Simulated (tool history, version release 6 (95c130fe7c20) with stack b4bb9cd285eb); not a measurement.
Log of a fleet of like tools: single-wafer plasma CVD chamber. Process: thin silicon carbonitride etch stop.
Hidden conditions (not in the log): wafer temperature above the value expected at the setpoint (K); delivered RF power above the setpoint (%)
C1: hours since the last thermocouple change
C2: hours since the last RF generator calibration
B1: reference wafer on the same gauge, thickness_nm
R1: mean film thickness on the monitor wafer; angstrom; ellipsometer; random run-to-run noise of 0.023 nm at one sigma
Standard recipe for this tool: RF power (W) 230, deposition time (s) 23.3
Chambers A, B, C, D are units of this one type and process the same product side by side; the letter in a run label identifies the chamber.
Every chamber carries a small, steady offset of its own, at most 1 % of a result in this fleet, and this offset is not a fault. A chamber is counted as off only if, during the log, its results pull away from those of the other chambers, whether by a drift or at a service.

{"run": "1B", "hour": 10.2, "RF power (W)": 230, "deposition time (s)": 23.3, "C1": 876.0, "C2": 570.2, "B1": 12.505, "R1": 139.18}
{"run": "2C", "hour": 18.3, "RF power (W)": 230, "deposition time (s)": 23.3, "C1": 87.9, "C2": 1662.3, "B1": 12.503, "R1": 138.83}
{"run": "3A", "hour": 27.7, "RF power (W)": 230, "deposition time (s)": 23.3, "C1": 399.4, "C2": 896.9, "B1": 12.499, "R1": 137.9}
{"run": "4D", "hour": 33.3, "RF power (W)": 230, "deposition time (s)": 23.3, "C1": 1073.5, "C2": 259.0, "B1": 12.505, "R1": 139.05}
{"run": "5D", "hour": 43.5, "RF power (W)": 230, "deposition time (s)": 23.3, "C1": 1083.7, "C2": 269.2, "B1": 12.515, "R1": 139.11}
{"run": "6B", "hour": 49.2, "RF power (W)": 230, "deposition time (s)": 23.3, "C1": 915.0, "C2": 609.2, "B1": 12.512, "R1": 139.17}
{"run": "7C", "hour": 59.1, "RF power (W)": 230, "deposition time (s)": 23.3, "C1": 128.7, "C2": 1703.1, "B1": 12.516, "R1": 138.97}
{"run": "8A", "hour": 65.0, "RF power (W)": 230, "deposition time (s)": 23.3, "C1": 436.7, "C2": 934.2, "B1": 12.52, "R1": 138.12}
{"run": "9A", "hour": 71.8, "RF power (W)": 230, "deposition time (s)": 23.3, "C1": 443.5, "C2": 941.0, "B1": 12.516, "R1": 138.1}
{"run": "10D", "hour": 82.5, "RF power (W)": 200, "deposition time (s)": 23.3, "C1": 1122.7, "C2": 308.2, "B1": 12.523, "R1": 133.24}
{"run": "11B", "hour": 90.2, "RF power (W)": 200, "deposition time (s)": 23.3, "C1": 956.0, "C2": 650.2, "B1": 12.521, "R1": 134.29}
{"run": "12C", "hour": 96.9, "RF power (W)": 200, "deposition time (s)": 23.3, "C1": 166.5, "C2": 1740.9, "B1": 12.524, "R1": 133.37}
{"run": "13D", "hour": 101.8, "RF power (W)": 200, "deposition time (s)": 23.3, "C1": 1142.0, "C2": 327.5, "B1": 12.531, "R1": 133.2}
{"run": "14C", "hour": 109.0, "RF power (W)": 230, "deposition time (s)": 23.3, "C1": 178.6, "C2": 1753.0, "B1": 12.527, "R1": 139.09}
{"run": "15B", "hour": 119.5, "RF power (W)": 230, "deposition time (s)": 23.3, "C1": 985.3, "C2": 679.5, "B1": 12.531, "R1": 139.74}
{"run": "16A", "hour": 126.1, "RF power (W)": 230, "deposition time (s)": 23.3, "C1": 497.8, "C2": 995.3, "B1": 12.535, "R1": 138.26}
{"run": "17B", "hour": 134.5, "RF power (W)": 230, "deposition time (s)": 23.3, "C1": 1000.3, "C2": 694.5, "B1": 12.531, "R1": 139.51}
{"run": "18A", "hour": 143.9, "RF power (W)": 230, "deposition time (s)": 23.3, "C1": 515.6, "C2": 1013.1, "B1": 12.532, "R1": 138.34}
{"run": "19C", "hour": 149.8, "RF power (W)": 230, "deposition time (s)": 23.3, "C1": 219.4, "C2": 1793.8, "B1": 12.537, "R1": 139.54}
{"run": "20D", "hour": 158.0, "RF power (W)": 190, "deposition time (s)": 25.4, "C1": 1198.2, "C2": 383.7, "B1": 12.54, "R1": 143.42}
{"run": "21A", "hour": 169.1, "RF power (W)": 190, "deposition time (s)": 25.4, "C1": 540.8, "C2": 1038.3, "B1": 12.54, "R1": 142.41}
{"run": "22C", "hour": 180.0, "RF power (W)": 190, "deposition time (s)": 25.4, "C1": 249.6, "C2": 1824.0, "B1": 12.55, "R1": 143.24}
{"run": "23D", "hour": 189.6, "RF power (W)": 190, "deposition time (s)": 25.4, "C1": 1229.8, "C2": 415.3, "B1": 12.547, "R1": 143.54}
{"run": "24B", "hour": 198.2, "RF power (W)": 230, "deposition time (s)": 23.3, "C1": 1064.0, "C2": 758.2, "B1": 12.552, "R1": 139.73}
{"run": "25B", "hour": 206.2, "RF power (W)": 230, "deposition time (s)": 23.3, "C1": 1072.0, "C2": 766.2, "B1": 12.551, "R1": 140.03}
{"run": "26D", "hour": 216.7, "RF power (W)": 230, "deposition time (s)": 23.3, "C1": 1256.9, "C2": 442.4, "B1": 12.554, "R1": 139.73}
{"run": "27A", "hour": 226.4, "RF power (W)": 200, "deposition time (s)": 23.3, "C1": 598.1, "C2": 1095.6, "B1": 12.562, "R1": 132.43}
{"run": "28C", "hour": 234.2, "RF power (W)": 200, "deposition time (s)": 23.3, "C1": 303.8, "C2": 1878.2, "B1": 12.557, "R1": 133.61}
{"hour": 235.6, "done": "chamber D: thermocouple changed; heater temperature recalibrated"}
{"run": "29C", "hour": 243.1, "RF power (W)": 200, "deposition time (s)": 23.3, "C1": 312.7, "C2": 1887.1, "B1": 12.559, "R1": 133.9}
{"run": "30A", "hour": 252.3, "RF power (W)": 200, "deposition time (s)": 23.3, "C1": 624.0, "C2": 1121.5, "B1": 12.56, "R1": 132.73}
{"run": "31B", "hour": 259.8, "RF power (W)": 265, "deposition time (s)": 21.9, "C1": 1125.6, "C2": 819.8, "B1": 12.566, "R1": 137.17}
{"run": "32D", "hour": 268.7, "RF power (W)": 265, "deposition time (s)": 21.9, "C1": 33.1, "C2": 494.4, "B1": 12.573, "R1": 137.22}
{"run": "33B", "hour": 274.5, "RF power (W)": 265, "deposition time (s)": 21.9, "C1": 1140.3, "C2": 834.5, "B1": 12.566, "R1": 136.99}
{"run": "34A", "hour": 285.7, "RF power (W)": 265, "deposition time (s)": 21.9, "C1": 657.4, "C2": 1154.9, "B1": 12.573, "R1": 135.99}
{"run": "35D", "hour": 291.8, "RF power (W)": 230, "deposition time (s)": 23.3, "C1": 56.2, "C2": 517.5, "B1": 12.572, "R1": 139.51}
{"hour": 295.8, "done": "chamber C: RF generator calibrated"}
{"run": "36C", "hour": 299.5, "RF power (W)": 230, "deposition time (s)": 23.3, "C1": 369.1, "C2": 3.7, "B1": 12.58, "R1": 139.52}
{"run": "37D", "hour": 305.7, "RF power (W)": 230, "deposition time (s)": 23.3, "C1": 70.1, "C2": 531.4, "B1": 12.576, "R1": 139.43}
{"run": "38C", "hour": 316.8, "RF power (W)": 230, "deposition time (s)": 23.3, "C1": 386.4, "C2": 21.0, "B1": 12.581, "R1": 139.87}
{"run": "39B", "hour": 323.3, "RF power (W)": 230, "deposition time (s)": 23.3, "C1": 1189.1, "C2": 883.3, "B1": 12.584, "R1": 140.11}

Does one chamber stand apart from the rest, does the shared gauge drift, or is all well apart from small per-chamber offsets? Give the chamber and the most likely cause, where there is one.

The shared gauge is drifting. All chambers look as if they move in step, but none is off.
What lies behind it: gauge reads high (%) = 0.672.
